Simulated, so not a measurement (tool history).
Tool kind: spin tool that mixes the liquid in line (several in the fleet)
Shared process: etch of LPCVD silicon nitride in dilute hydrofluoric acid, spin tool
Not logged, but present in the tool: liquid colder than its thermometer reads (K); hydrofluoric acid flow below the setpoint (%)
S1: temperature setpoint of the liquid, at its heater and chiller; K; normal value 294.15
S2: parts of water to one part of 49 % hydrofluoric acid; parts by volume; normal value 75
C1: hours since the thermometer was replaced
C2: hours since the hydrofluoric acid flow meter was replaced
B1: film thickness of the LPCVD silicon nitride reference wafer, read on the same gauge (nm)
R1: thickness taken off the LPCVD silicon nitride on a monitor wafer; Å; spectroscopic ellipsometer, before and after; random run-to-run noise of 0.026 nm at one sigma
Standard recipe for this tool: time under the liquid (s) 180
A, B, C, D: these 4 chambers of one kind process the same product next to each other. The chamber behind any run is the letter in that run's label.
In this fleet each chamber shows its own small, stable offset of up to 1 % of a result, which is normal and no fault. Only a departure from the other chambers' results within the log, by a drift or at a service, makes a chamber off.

Run 1B, hour 7: usual settings; C1 1993.4; C2 1951.5; B1 79.991. Result: R1 10.23 Å.
Run 2A, hour 12: usual settings; C1 713.4; C2 130.1; B1 80.02. Result: R1 10.955 Å.
Run 3D, hour 16.4: usual settings; C1 2042.8; C2 517.2; B1 80.03. Result: R1 11.451 Å.
Run 4C, hour 19.5: usual settings; C1 310.2; C2 864.3; B1 79.975. Result: R1 10.628 Å.
Run 5C, hour 25.2: usual settings; C1 315.9; C2 870; B1 79.973. Result: R1 10.643 Å.
Run 6D, hour 28.3: usual settings; C1 2054.7; C2 529.1; B1 79.97. Result: R1 11.239 Å.
Run 7A, hour 32.8: usual settings; C1 734.2; C2 150.9; B1 80.026. Result: R1 11.099 Å.
Run 8B, hour 38.1: usual settings; C1 2024.5; C2 1982.6; B1 80.014. Result: R1 10.444 Å.
Run 9D, hour 43.5: usual settings; C1 2069.9; C2 544.3; B1 79.989. Result: R1 10.757 Å.
Run 10C, hour 49.1: usual settings; C1 339.8; C2 893.9; B1 80.024. Result: R1 10.512 Å.
Run 11A, hour 55.7: usual settings; C1 757.1; C2 173.8; B1 80.008. Result: R1 10.938 Å.
Run 12B, hour 59: usual settings; C1 2045.4; C2 2003.5; B1 79.997. Result: R1 10.987 Å.
Run 13D, hour 63.4: usual settings; C1 2089.8; C2 564.2; B1 79.973. Result: R1 10.94 Å.
At hour 66.1: chamber C: hydrofluoric acid flow meter replaced.
Run 14A, hour 68: usual settings; C1 769.4; C2 186.1; B1 80.005. Result: R1 10.846 Å.
Run 15B, hour 73.3: usual settings but S2 45 parts by volume, time under the liquid (s) 145; C1 2059.7; C2 2017.8; B1 79.985. Result: R1 14.766 Å.
Run 16C, hour 79.7: usual settings but S2 45 parts by volume, time under the liquid (s) 145; C1 370.4; C2 13.7; B1 80.012. Result: R1 13.987 Å.
At hour 84: chamber B: hydrofluoric acid flow meter replaced.
Run 17C, hour 84.2: usual settings but S2 45 parts by volume, time under the liquid (s) 145; C1 374.9; C2 18.2; B1 80.02. Result: R1 13.109 Å.
Run 18D, hour 90.2: usual settings but S2 45 parts by volume, time under the liquid (s) 145; C1 2116.6; C2 591; B1 79.966. Result: R1 14.605 Å.
Run 19A, hour 95.9: usual settings; C1 797.3; C2 214; B1 80.016. Result: R1 10.972 Å.
Run 20B, hour 102.5: usual settings; C1 2088.9; C2 18.6; B1 79.972. Result: R1 10.754 Å.
Run 21A, hour 106.3: usual settings; C1 807.7; C2 224.4; B1 80.023. Result: R1 10.401 Å.
Run 22D, hour 110.1: usual settings; C1 2136.5; C2 610.9; B1 80.009. Result: R1 10.836 Å.
Run 23B, hour 113.7: usual settings; C1 2100.1; C2 29.8; B1 79.991. Result: R1 10.955 Å.
Run 24C, hour 119.4: usual settings; C1 410.1; C2 53.4; B1 79.966. Result: R1 9.464 Å.
Run 25C, hour 124.7: usual settings; C1 415.4; C2 58.7; B1 80.023. Result: R1 9.377 Å.
Run 26A, hour 129.7: usual settings; C1 831.1; C2 247.8; B1 79.977. Result: R1 10.783 Å.
Run 27D, hour 134.6: usual settings; C1 2161; C2 635.4; B1 80.025. Result: R1 10.839 Å.
Run 28B, hour 140.9: usual settings; C1 2127.3; C2 57; B1 80.016. Result: R1 10.687 Å.
Run 29B, hour 147.3: usual settings; C1 2133.7; C2 63.4; B1 80.002. Result: R1 10.572 Å.
Run 30A, hour 151.1: usual settings but S2 115 parts by volume; C1 852.5; C2 269.2; B1 79.999. Result: R1 7.2378 Å.

Decide between three cases: one chamber stands off from its peers, the gauge reading all wafers drifts, or nothing is wrong past each chamber's small offset. Where a chamber is off, say which and what most likely put it there.

Little by little, chamber C moves away from the other chambers.
Most likely cause: liquid colder than its thermometer reads (K) = 2.42.

Chamber C could run next with any of the 4 candidate recipes listed below; each alters the usual settings, and their results appear as question marks. Which one brings its results back in line with what the other chambers deliver on the usual settings?
In line means no further than this from the other chambers' mean on the usual settings: R1 0.91 Å
Run 31C-1, hour 156.2: usual settings but S2 70 parts by volume, time under the liquid (s) 195. Result: R1 ?.
Run 31C-2, hour 156.2: usual settings but S2 80 parts by volume, time under the liquid (s) 165. Result: R1 ?.
Run 31C-3, hour 156.2: usual settings but S1 293.15 K, S2 85 parts by volume, time under the liquid (s) 150. Result: R1 ?.
Run 31C-4, hour 156.2: usual settings but S1 295.65 K, S2 60 parts by volume. Result: R1 ?.

The other chambers' mean on the usual settings: R1 10.795 Å
  run      R1
31C-1  10.561
31C-2  7.8641
31C-3  6.2872
31C-4  12.547
31C-1 brings the chamber back in line.
